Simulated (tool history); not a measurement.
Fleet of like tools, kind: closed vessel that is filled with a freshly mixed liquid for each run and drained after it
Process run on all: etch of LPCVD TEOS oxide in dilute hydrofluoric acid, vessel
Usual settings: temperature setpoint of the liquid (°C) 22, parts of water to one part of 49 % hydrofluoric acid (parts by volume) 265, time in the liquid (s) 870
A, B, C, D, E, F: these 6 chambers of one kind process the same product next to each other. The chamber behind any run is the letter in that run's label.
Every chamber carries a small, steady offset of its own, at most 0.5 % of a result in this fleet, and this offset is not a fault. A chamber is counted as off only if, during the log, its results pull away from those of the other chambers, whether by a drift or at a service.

run	day	temperature setpoint of the liquid (°C)	parts of water to one part of 49 % hydrofluoric acid (parts by volume)	time in the liquid (s)	read-back film thickness of the LPCVD TEOS oxide reference wafer, read on the same gauge (nm)	thickness taken off the LPCVD TEOS oxide on a monitor wafer (angstrom)
1D	0.238	22	265	870	129.98	431.70
2B	0.592	22	265	870	129.98	428.05
3A	0.862	22	265	870	130.04	431.11
4F	1.221	22	265	870	129.99	428.34
5E	1.579	22	265	870	130.01	427.52
6C	1.908	22	265	870	130.03	428.37
7C	2.212	22	265	870	129.97	432.80
8A	2.392	22	265	870	129.97	427.59
9D	2.667	22	265	870	130.00	428.77
10E	2.896	22	265	870	129.97	429.45
11F	3.292	22	265	870	129.96	431.11
12B	3.667	22	265	870	130.03	430.95
13C	3.950	22	265	870	130.01	431.33
14A	4.238	22	265	870	129.99	428.73
15E	4.521	22	265	870	129.99	425.98
16F	4.808	22	265	870	130.04	426.19
17D	5.067	22	360	870	130.00	287.28
18B	5.329	22	360	870	130.06	286.21
19B	5.579	22	360	870	130.01	289.71
# day 5.858: chamber C: thermometer replaced
20E	5.875	22	360	870	130.00	288.16
# day 6.017: chamber D: hydrofluoric acid flow meter replaced
21F	6.092	22	360	870	130.03	284.97
22D	6.308	22	360	870	130.04	289.93
23C	6.658	22	265	870	130.01	429.07
24A	7.033	22	265	870	129.96	426.17
25A	7.262	22	265	870	129.98	429.74
26E	7.450	22	265	870	130.04	426.81
# day 7.588: chamber A: hydrofluoric acid flow meter replaced
27B	7.704	22	265	870	129.95	426.34
28F	7.992	22	265	870	130.00	429.13
29D	8.171	22	265	870	130.03	430.65
30C	8.371	22	265	870	130.02	431.29
31A	8.762	22	265	870	129.99	429.32
32C	8.946	22	265	870	129.98	427.20
33B	9.154	22	265	870	130.01	429.38
34D	9.500	22	265	870	129.98	429.69
35F	9.833	22	265	870	130.02	424.71
36E	10.075	22	265	870	129.96	429.29
37E	10.283	22	265	870	129.99	430.84
38A	10.508	22	265	870	129.98	425.08
39D	10.804	22	265	870	129.99	429.79
40C	10.988	22	265	870	130.00	432.96
41B	11.221	22	265	870	130.01	424.14
42F	11.408	22	265	870	129.97	432.93
43C	11.638	22	265	870	130.01	426.40

All chambers now run identical settings, listed one chamber a line with results as question marks. What results will each chamber show?
44A	11.925	22	320	870		?
44B	11.925	22	320	870		?
44C	11.925	22	320	870		?
44D	11.925	22	320	870		?
44E	11.925	22	320	870		?
44F	11.925	22	320	870		?

run	thickness taken off the LPCVD TEOS oxide on a monitor wafer (angstrom)
44A	337.08
44B	334.12
44C	339.58
44D	339.80
44E	339.61
44F	337.60

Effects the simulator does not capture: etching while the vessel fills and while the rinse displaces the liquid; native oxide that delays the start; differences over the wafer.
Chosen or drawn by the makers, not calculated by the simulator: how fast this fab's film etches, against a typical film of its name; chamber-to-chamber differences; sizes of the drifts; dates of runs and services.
